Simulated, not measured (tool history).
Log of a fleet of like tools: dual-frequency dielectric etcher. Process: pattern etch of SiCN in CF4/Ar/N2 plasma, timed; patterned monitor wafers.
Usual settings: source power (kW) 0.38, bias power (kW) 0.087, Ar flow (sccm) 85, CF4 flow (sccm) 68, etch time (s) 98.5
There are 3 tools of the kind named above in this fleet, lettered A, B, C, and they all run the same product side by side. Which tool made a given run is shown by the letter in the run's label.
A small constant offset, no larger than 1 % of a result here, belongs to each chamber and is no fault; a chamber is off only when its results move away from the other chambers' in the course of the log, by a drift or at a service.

run,hour,source power (kW),bias power (kW),Ar flow (sccm),CF4 flow (sccm),etch time (s),hours since the last wet clean,hours since the last source power generator calibration,hours since the last bias power generator calibration,hours since the last Ar flow controller change,hours since the last CF4 flow controller change,"read-back reference wafer on the same gauge, depth_nm",mean etch depth across the wafer (Å)
1B,2.3,0.38,0.087,85,68,98.5,120.1,259.3,3041.6,1614.4,3552,86.56,791.05
2A,6,0.38,0.087,85,68,98.5,52,848.4,4403.1,1123.3,697.9,86.62,788.54
3C,10.4,0.38,0.087,85,68,98.5,103.3,1584.9,2754.5,1827.2,562.9,86.642,792.51
4B,14.5,0.38,0.087,85,68,98.5,132.3,271.5,3053.8,1626.6,3564.2,86.638,791.87
5A,17.7,0.38,0.087,85,68,98.5,63.7,860.1,4414.8,1135,709.6,86.662,794.15
6C,21.7,0.38,0.087,85,68,98.5,114.6,1596.2,2765.8,1838.5,574.2,86.597,790.28
# hour 23.5: chamber C: bias power generator calibrated
7A,23.8,0.38,0.087,85,68,98.5,69.8,866.2,4420.9,1141.1,715.7,86.59,791.01
8B,27.9,0.38,0.087,85,68,98.5,145.7,284.9,3067.2,1640,3577.6,86.558,790.97
9C,32.4,0.38,0.087,85,68,98.5,125.3,1606.9,8.9,1849.2,584.9,86.623,789.58
10B,34.8,0.38,0.087,85,68,98.5,152.6,291.8,3074.1,1646.9,3584.5,86.579,793.75
11A,38,0.38,0.087,85,68,98.5,84,880.4,4435.1,1155.3,729.9,86.621,788.24
12C,41.3,0.38,0.087,85,68,98.5,134.2,1615.8,17.8,1858.1,593.8,86.604,793.49
13B,43.3,0.38,0.087,85,68,98.5,161.1,300.3,3082.6,1655.4,3593,86.643,793.42
14A,45.8,0.38,0.087,85,68,98.5,91.8,888.2,4442.9,1163.1,737.7,86.554,791.33
15C,47.8,0.38,0.087,85,68,98.5,140.7,1622.3,24.3,1864.6,600.3,86.667,798.55
16A,51.6,0.38,0.087,85,68,98.5,97.6,894,4448.7,1168.9,743.5,86.643,787.65
17C,55,0.38,0.087,85,68,98.5,147.9,1629.5,31.5,1871.8,607.5,86.593,799
18B,57.6,0.38,0.087,85,68,98.5,175.4,314.6,3096.9,1669.7,3607.3,86.581,791.88
19B,62,0.38,0.087,85,68,98.5,179.8,319,3101.3,1674.1,3611.7,86.585,794.84
20C,66.1,0.38,0.087,85,68,98.5,159,1640.6,42.6,1882.9,618.6,86.55,805.15
21A,70.2,0.38,0.087,85,68,98.5,116.2,912.6,4467.3,1187.5,762.1,86.592,791.56
22C,74,0.38,0.087,85,68,98.5,166.9,1648.5,50.5,1890.8,626.5,86.649,802.51
23B,77.3,0.38,0.087,85,68,98.5,195.1,334.3,3116.6,1689.4,3627,86.622,795.84
24A,80.7,0.38,0.087,85,68,98.5,126.7,923.1,4477.8,1198,772.6,86.596,787.55
25A,83.8,0.38,0.087,85,68,98.5,129.8,926.2,4480.9,1201.1,775.7,86.588,791.15
26C,87,0.38,0.087,85,68,98.5,179.9,1661.5,63.5,1903.8,639.5,86.541,806.19
27B,89,0.38,0.087,66,68,70.5,206.8,346,3128.3,1701.1,3638.7,86.636,585.56
28A,91.6,0.38,0.087,66,68,70.5,137.6,934,4488.7,1208.9,783.5,86.585,586.94

All chambers now run identical settings, listed one chamber a line with results as question marks. What results will each chamber show?
29A,94.8,0.29,0.087,85,68,98.5,,,,,,,?
29B,94.8,0.29,0.087,85,68,98.5,,,,,,,?
29C,94.8,0.29,0.087,85,68,98.5,,,,,,,?

run,mean etch depth across the wafer (Å)
29A,622.12
29B,630.77
29C,640.64
